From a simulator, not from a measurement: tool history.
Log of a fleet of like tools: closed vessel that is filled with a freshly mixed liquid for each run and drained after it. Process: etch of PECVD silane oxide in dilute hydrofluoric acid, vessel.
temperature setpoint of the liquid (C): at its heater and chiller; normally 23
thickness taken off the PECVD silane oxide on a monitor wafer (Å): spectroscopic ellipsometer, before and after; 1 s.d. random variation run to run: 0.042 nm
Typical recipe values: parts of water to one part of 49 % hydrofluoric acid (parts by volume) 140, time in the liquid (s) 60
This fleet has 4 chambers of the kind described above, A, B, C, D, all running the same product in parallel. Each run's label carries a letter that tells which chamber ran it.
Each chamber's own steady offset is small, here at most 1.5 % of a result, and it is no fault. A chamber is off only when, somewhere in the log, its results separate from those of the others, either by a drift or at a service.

run	hour	temperature setpoint of the liquid (C)	parts of water to one part of 49 % hydrofluoric acid (parts by volume)	time in the liquid (s)	read-back film thickness of the PECVD silane oxide reference wafer, read on the same gauge (nm)	thickness taken off the PECVD silane oxide on a monitor wafer (Å)
1D	10.7	23	140	60	110.04	89.606
2B	17.6	23	140	60	109.99	90.512
3C	27.4	23	140	60	109.99	90.723
4A	34.4	23	140	60	110.03	91.34
5D	42.7	23	140	60	110	89.48
6B	51	23	140	60	110.04	89.883
7A	61.4	28	140	40	110	73.917
8C	70	28	140	40	110	73.698
9B	79.1	28	140	40	109.97	72.313
10A	87.6	28	140	40	110.02	73.748
11C	95.5	23	140	60	110.01	91.415
12D	102.6	23	140	60	110	89.016
13D	108.1	23	205	85	110	80.353
14C	116	23	205	85	109.99	81.075
15B	124.1	23	205	85	110.01	80.858
16A	131.5	23	205	85	109.97	83.212
17C	142.2	23	140	60	109.98	89.678
18B	149.6	23	140	60	109.98	89.836
19D	158.5	23	140	60	110.01	89.341
20A	164.8	23	140	60	109.98	91.411
# hour 166.4: chamber B: hydrofluoric acid flow meter replaced
21B	172.3	23	140	60	110.02	89.313
22C	181.1	23	140	60	109.99	91.001
# hour 182.8: chamber D: hydrofluoric acid flow meter replaced
23A	189.3	23	140	60	110.03	91.557
24D	199	23	140	60	110.01	89.716
25B	208.7	23	140	60	109.99	90.353
26D	219.6	23	140	60	110	89.238
27A	225.2	23	140	60	110.02	91.273
28C	231	23	95	90	110	210.75
29A	239.6	23	95	90	109.97	211.93
30B	249.7	23	95	90	110.02	208.47
31D	255.6	23	95	90	110.04	208.58
32C	264.2	23	140	60	109.99	91.5
33C	274.4	23	140	60	109.98	90.869
34A	280.8	23	140	60	110	91.774
35B	290.8	23	140	60	110	89.454
36D	296.7	27.5	140	60	109.97	105.83
37C	306	27.5	140	60	110.02	108.36
38B	315.7	27.5	140	60	110.01	107.56
39D	324.4	27.5	140	60	110	106.77
# hour 331.9: chamber A: thermometer replaced
40A	334.8	23	140	60	109.97	92.143
41C	342.3	23	140	60	109.99	90.442
42D	350.7	23	140	60	110.02	89.691

For the next run the whole fleet of 4 chambers uses the same settings. Give each chamber's results:
43A	358.5	23	80	60		?
43B	358.5	23	80	60		?
43C	358.5	23	80	60		?
43D	358.5	23	80	60		?

run	thickness taken off the PECVD silane oxide on a monitor wafer (Å)
43A	169.11
43B	170.11
43C	171.36
43D	168.16

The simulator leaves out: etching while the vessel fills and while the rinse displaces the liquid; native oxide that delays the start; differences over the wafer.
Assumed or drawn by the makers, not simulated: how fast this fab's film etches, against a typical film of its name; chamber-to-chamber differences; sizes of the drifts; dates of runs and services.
